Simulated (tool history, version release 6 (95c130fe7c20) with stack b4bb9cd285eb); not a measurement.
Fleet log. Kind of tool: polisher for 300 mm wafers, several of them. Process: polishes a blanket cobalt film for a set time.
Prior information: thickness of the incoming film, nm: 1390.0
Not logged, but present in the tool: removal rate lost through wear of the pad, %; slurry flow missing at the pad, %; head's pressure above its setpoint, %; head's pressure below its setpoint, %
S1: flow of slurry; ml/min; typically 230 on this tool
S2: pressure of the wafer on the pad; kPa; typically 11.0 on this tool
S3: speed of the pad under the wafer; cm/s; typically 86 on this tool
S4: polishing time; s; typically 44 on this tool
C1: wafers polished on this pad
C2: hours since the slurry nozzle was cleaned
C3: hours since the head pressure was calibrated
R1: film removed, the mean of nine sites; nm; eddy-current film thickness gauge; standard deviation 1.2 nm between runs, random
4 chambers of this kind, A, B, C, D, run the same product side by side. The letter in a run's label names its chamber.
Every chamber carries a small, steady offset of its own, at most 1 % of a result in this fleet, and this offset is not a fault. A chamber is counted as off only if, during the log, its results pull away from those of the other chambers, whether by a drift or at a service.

run,hour,S1,S2,S3,S4,C1,C2,C3,R1
1A,8.1,230,11.0,86,44,971,78.0,292.3,128.81
# hour 11.8: chamber A: worn pad replaced by a new one
# hour 16.8: chamber B: worn pad replaced by a new one
2D,21.0,230,11.0,86,44,731,21.1,271.2,128.88
# hour 28.1: chamber D: worn pad replaced by a new one
3C,32.1,230,11.0,86,44,1175,340.3,667.2,128.93
# hour 32.2: chamber C: worn pad replaced by a new one
4B,38.4,230,11.0,86,44,273,150.5,500.5,127.87
5C,48.1,230,11.0,86,44,201,356.3,683.2,129.08
6B,61.2,230,11.0,86,44,561,173.3,523.3,126.50
# hour 69.4: chamber B: worn pad replaced by a new one
7A,71.4,230,11.0,86,44,753,141.3,355.6,129.34
# hour 73.9: chamber C: head pressure recalibrated
8D,78.4,230,11.0,86,44,636,78.5,328.6,127.71
# hour 85.5: chamber A: worn pad replaced by a new one
9B,86.5,230,11.0,86,44,217,198.6,548.6,130.38
10C,93.0,230,11.0,86,44,769,401.2,19.1,130.83
# hour 97.1: chamber D: worn pad replaced by a new one
# hour 99.1: chamber D: head pressure recalibrated
11A,105.3,230,11.0,86,44,250,175.2,389.5,130.34
12D,117.2,230,11.0,86,44,254,117.3,18.2,120.13
# hour 126.1: chamber C: worn pad replaced by a new one
13D,126.8,230,11.0,86,44,375,126.9,27.8,121.36
# hour 134.5: chamber B: worn pad replaced by a new one
14C,139.6,230,11.0,86,44,170,447.8,65.7,130.46
15A,148.7,230,11.0,86,44,799,218.6,432.9,127.91
# hour 150.9: chamber A: worn pad replaced by a new one
16B,162.7,230,11.0,86,44,357,274.8,624.8,128.53
# hour 166.5: chamber D: worn pad replaced by a new one
17D,170.6,230,11.0,86,44,52,170.7,71.6,122.31
18C,178.7,230,11.0,86,44,664,486.9,104.8,131.53
19A,186.2,230,11.0,86,44,447,256.1,470.4,127.62
# hour 196.0: chamber B: worn pad replaced by a new one
20B,198.9,230,11.0,86,44,37,311.0,661.0,127.53
21B,207.8,230,11.0,86,44,150,319.9,669.9,128.89
22C,214.2,230,11.0,86,44,1113,522.4,140.3,130.16
23D,220.9,230,11.0,86,44,687,221.0,121.9,119.82
# hour 225.6: chamber A: worn pad replaced by a new one
24A,227.1,230,11.0,86,44,20,297.0,511.3,128.29

The same settings go to every chamber for the next run, one line per chamber below. Forecast the results for each:
25A,237.3,230,11.0,86,44,,,,?
25B,237.3,230,11.0,86,44,,,,?
25C,237.3,230,11.0,86,44,,,,?
25D,237.3,230,11.0,86,44,,,,?

run,R1
25A,129.95
25B,129.18
25C,130.07
25D,119.64
